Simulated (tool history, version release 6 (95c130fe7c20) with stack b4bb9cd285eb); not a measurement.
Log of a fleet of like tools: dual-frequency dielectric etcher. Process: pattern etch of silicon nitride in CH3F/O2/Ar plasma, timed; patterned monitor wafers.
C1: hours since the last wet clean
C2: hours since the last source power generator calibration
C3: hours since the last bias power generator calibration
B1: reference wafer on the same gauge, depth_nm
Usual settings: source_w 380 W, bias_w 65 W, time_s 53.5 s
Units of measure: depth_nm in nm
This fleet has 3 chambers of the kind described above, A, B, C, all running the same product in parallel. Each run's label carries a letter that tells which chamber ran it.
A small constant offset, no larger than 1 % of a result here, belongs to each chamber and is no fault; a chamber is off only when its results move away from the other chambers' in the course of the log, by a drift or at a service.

run 1B day=0.283 | source_w=380 bias_w=65 time_s=53.5 | C1=387.8 C2=846 C3=1812.3 | B1=42.112 | depth_nm=35.542
run 2C day=0.55 | source_w=380 bias_w=65 time_s=53.5 | C1=177 C2=1680.3 C3=403.8 | B1=42.095 | depth_nm=35.537
run 3A day=0.738 | source_w=380 bias_w=65 time_s=53.5 | C1=359.8 C2=1772.6 C3=1764 | B1=42.083 | depth_nm=35.634
run 4A day=0.888 | source_w=380 bias_w=65 time_s=53.5 | C1=363.4 C2=1776.2 C3=1767.6 | B1=42.104 | depth_nm=35.796
run 5B day=1.162 | source_w=380 bias_w=65 time_s=53.5 | C1=408.9 C2=867.1 C3=1833.4 | B1=42.128 | depth_nm=35.347
-- day=1.342 chamber B: wet clean of the chamber
run 6C day=1.446 | source_w=380 bias_w=65 time_s=53.5 | C1=198.5 C2=1701.8 C3=425.3 | B1=42.114 | depth_nm=35.586
run 7A day=1.633 | source_w=380 bias_w=65 time_s=53.5 | C1=381.3 C2=1794.1 C3=1785.5 | B1=42.116 | depth_nm=35.838
run 8B day=1.917 | source_w=380 bias_w=65 time_s=53.5 | C1=13.9 C2=885.2 C3=1851.5 | B1=42.084 | depth_nm=35.549
run 9C day=2.062 | source_w=380 bias_w=78 time_s=64 | C1=213.3 C2=1716.6 C3=440.1 | B1=42.084 | depth_nm=45.76
run 10B day=2.279 | source_w=380 bias_w=78 time_s=64 | C1=22.6 C2=893.9 C3=1860.2 | B1=42.077 | depth_nm=44.666
run 11C day=2.579 | source_w=380 bias_w=78 time_s=64 | C1=225.7 C2=1729 C3=452.5 | B1=42.133 | depth_nm=45.131
-- day=2.75 chamber A: wet clean of the chamber
run 12A day=2.775 | source_w=380 bias_w=65 time_s=53.5 | C1=0.7 C2=1821.5 C3=1812.9 | B1=42.101 | depth_nm=37.08
run 13A day=2.975 | source_w=380 bias_w=65 time_s=53.5 | C1=5.5 C2=1826.3 C3=1817.7 | B1=42.107 | depth_nm=36.957
run 14B day=3.275 | source_w=380 bias_w=65 time_s=53.5 | C1=46.5 C2=917.8 C3=1884.1 | B1=42.091 | depth_nm=35.331
run 15C day=3.567 | source_w=380 bias_w=65 time_s=53.5 | C1=249.4 C2=1752.7 C3=476.2 | B1=42.119 | depth_nm=35.642
run 16B day=3.758 | source_w=380 bias_w=65 time_s=53.5 | C1=58.1 C2=929.4 C3=1895.7 | B1=42.07 | depth_nm=35.394
run 17C day=3.962 | source_w=380 bias_w=50 time_s=67 | C1=258.9 C2=1762.2 C3=485.7 | B1=42.075 | depth_nm=41.042
run 18A day=4.267 | source_w=380 bias_w=50 time_s=67 | C1=36.5 C2=1857.3 C3=1848.7 | B1=42.118 | depth_nm=42.38
run 19A day=4.458 | source_w=380 bias_w=50 time_s=67 | C1=41.1 C2=1861.9 C3=1853.3 | B1=42.099 | depth_nm=42.328
run 20C day=4.688 | source_w=380 bias_w=65 time_s=53.5 | C1=276.3 C2=1779.6 C3=503.1 | B1=42.115 | depth_nm=35.424
run 21B day=4.962 | source_w=380 bias_w=65 time_s=63.5 | C1=87 C2=958.3 C3=1924.6 | B1=42.095 | depth_nm=41.809
run 22C day=5.142 | source_w=380 bias_w=65 time_s=63.5 | C1=287.2 C2=1790.5 C3=514 | B1=42.031 | depth_nm=42.204
run 23B day=5.304 | source_w=380 bias_w=65 time_s=63.5 | C1=95.2 C2=966.5 C3=1932.8 | B1=42.141 | depth_nm=41.871
run 24A day=5.571 | source_w=380 bias_w=65 time_s=53.5 | C1=67.8 C2=1888.6 C3=1880 | B1=42.081 | depth_nm=36.915
run 25B day=5.817 | source_w=380 bias_w=65 time_s=53.5 | C1=107.5 C2=978.8 C3=1945.1 | B1=42.089 | depth_nm=35.167
run 26A day=6.004 | source_w=380 bias_w=65 time_s=53.5 | C1=78.2 C2=1899 C3=1890.4 | B1=42.11 | depth_nm=36.705

Each of the 3 chambers runs these same settings next. Fill in every chamber's results:
run 27A day=6.233 | source_w=380 bias_w=65 time_s=53.5 | depth_nm=?
run 27B day=6.233 | source_w=380 bias_w=65 time_s=53.5 | depth_nm=?
run 27C day=6.233 | source_w=380 bias_w=65 time_s=53.5 | depth_nm=?

run=27A depth_nm=36.786
run=27B depth_nm=35.211
run=27C depth_nm=35.373
